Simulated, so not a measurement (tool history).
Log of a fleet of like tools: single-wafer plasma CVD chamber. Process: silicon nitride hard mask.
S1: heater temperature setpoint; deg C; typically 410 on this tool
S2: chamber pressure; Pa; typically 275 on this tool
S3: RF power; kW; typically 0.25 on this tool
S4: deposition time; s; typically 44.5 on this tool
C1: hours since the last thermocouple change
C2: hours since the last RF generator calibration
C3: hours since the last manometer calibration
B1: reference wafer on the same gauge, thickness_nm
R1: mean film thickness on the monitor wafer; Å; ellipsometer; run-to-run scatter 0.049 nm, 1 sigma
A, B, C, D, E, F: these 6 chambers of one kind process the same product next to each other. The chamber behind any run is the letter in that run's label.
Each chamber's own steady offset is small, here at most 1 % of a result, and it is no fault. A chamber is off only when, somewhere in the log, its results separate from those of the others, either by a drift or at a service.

run   hour   S1   S2     S3    S4      C1      C2      C3      B1      R1
 1A    4.4  410  275   0.25  44.5  1954.8   195.9   622.2  49.693  483.68
 2D   12.6  410  275   0.25  44.5   496.4   688.4   964.7  49.691  483.75
 3C   16.7  410  275   0.25  44.5   383.7  2660.9  1009.1  49.673  479.28
 4E   20.4  410  275   0.25  44.5    75.5   872.1    1142  49.684  481.75
 5F   25.4  410  275   0.25  44.5   193.3    1549  1070.6  49.691  483.08
      28.4  -- chamber F: RF generator calibrated
 6B   29.4  410  275   0.25  44.5    3177   752.4   878.5  49.688  481.91
      29.6  -- chamber C: RF generator calibrated
 7E   35.1  410  275   0.25  44.5    90.2   886.8  1156.7  49.666  481.76
 8C   41.9  410  275   0.25  44.5   408.9    12.3  1034.3  49.676  478.81
 9F   48.1  410  275   0.25  44.5     216    19.7  1093.3   49.67  483.44
10A   53.1  410  220   0.25  44.5  2003.5   244.6   670.9  49.665  455.76
11D   61.5  410  220   0.25  44.5   545.3   737.3  1013.6  49.651  454.61
12B   66.7  410  220   0.25  44.5  3214.3   789.7   915.8  49.658  453.54
13B   72.1  410  220   0.25  44.5  3219.7   795.1   921.2  49.646  454.29
14F   77.3  410  220   0.25  44.5   245.2    48.9  1122.5  49.635  454.57
15C   85.6  410  220   0.25  44.5   452.6      56    1078  49.622  450.94
16E   90.4  410  275   0.25  44.5   145.5   942.1    1212  49.629  480.57
17A     98  410  275   0.25  44.5  2048.4   289.5   715.8  49.631  483.07
18D  102.6  410  275  0.205  44.5   586.4   778.4  1054.7  49.624  418.04
19E  106.8  410  275  0.205  44.5   161.9   958.5  1228.4  49.614   418.1
20C  112.1  410  275  0.205  44.5   479.1    82.5  1104.5  49.629  415.64
21A  117.9  410  275  0.205  44.5  2068.3   309.4   735.7  49.623  419.54
22D  123.6  410  275  0.205  44.5   607.4   799.4  1075.7  49.594  417.49
23B  131.6  410  275  0.205  44.5  3279.2   854.6   980.7   49.59  418.97
24F  137.6  410  275   0.25  44.5   305.5   109.2  1182.8  49.597  481.95
     143.7  -- chamber B: thermocouple changed; heater temperature recalibrated
25F  144.5  410  275   0.25  44.5   312.4   116.1  1189.7  49.579  481.37
26C  150.7  410  275   0.25  44.5   517.7   121.1  1143.1  49.592  478.56
27B  158.5  410  275   0.25  44.5    14.9   881.5  1007.6  49.574  482.06
28A  165.5  410  275   0.21  50.2  2115.9     357   783.3  49.585  481.27
29D  172.5  410  275   0.21  50.2   656.3   848.3  1124.6  49.569  479.85
30E  179.4  410  275   0.21  50.2   234.5  1031.1    1301  49.569  479.68
31D  183.1  410  275   0.21  50.2   666.9   858.9  1135.2  49.555  480.04
32A  190.8  410  275   0.21  50.2  2141.2   382.3   808.6  49.536  481.47
33E  197.5  410  275   0.21  50.2   252.6  1049.2  1319.1  49.564  478.84
34C    204  410  275   0.25  44.5     571   174.4  1196.4  49.541  478.02
35F  209.1  410  275   0.25  44.5     377   180.7  1254.3  49.538  481.22
     213.2  -- chamber B: RF generator calibrated
36B  217.7  410  275   0.25  44.5    74.1     4.5  1066.8  49.532   482.3
37B  221.4  410  275   0.25  44.5    77.8     8.2  1070.5  49.511  482.07
     227.7  -- chamber A: thermocouple changed; heater temperature recalibrated
38C  229.9  410  275   0.25  44.5   596.9   200.3  1222.3  49.527   477.3
39F  234.3  410  324   0.25  44.5   402.2   205.9  1279.5  49.516  501.59
40E  238.3  410  324   0.25  44.5   293.4    1090  1359.9  49.522  500.63
41D  244.5  410  324   0.25  44.5   728.3   920.3  1196.6  49.497  503.38
42A  248.3  410  324   0.25  44.5    20.6   439.8   866.1  49.511  503.01
43C  256.8  410  324   0.25  44.5   623.8   227.2  1249.2  49.485  498.11
44F  262.9  410  324   0.25  44.5   430.8   234.5  1308.1  49.493  501.51

All chambers now run identical settings, listed one chamber a line with results as question marks. What results will each chamber show?
45A  269.1  410  275  0.25  44.5                   ?
45B  269.1  410  275  0.25  44.5                   ?
45C  269.1  410  275  0.25  44.5                   ?
45D  269.1  410  275  0.25  44.5                   ?
45E  269.1  410  275  0.25  44.5                   ?
45F  269.1  410  275  0.25  44.5                   ?

run      R1
45A  482.62
45B  481.67
45C  477.18
45D  481.67
45E  480.67
45F  481.01
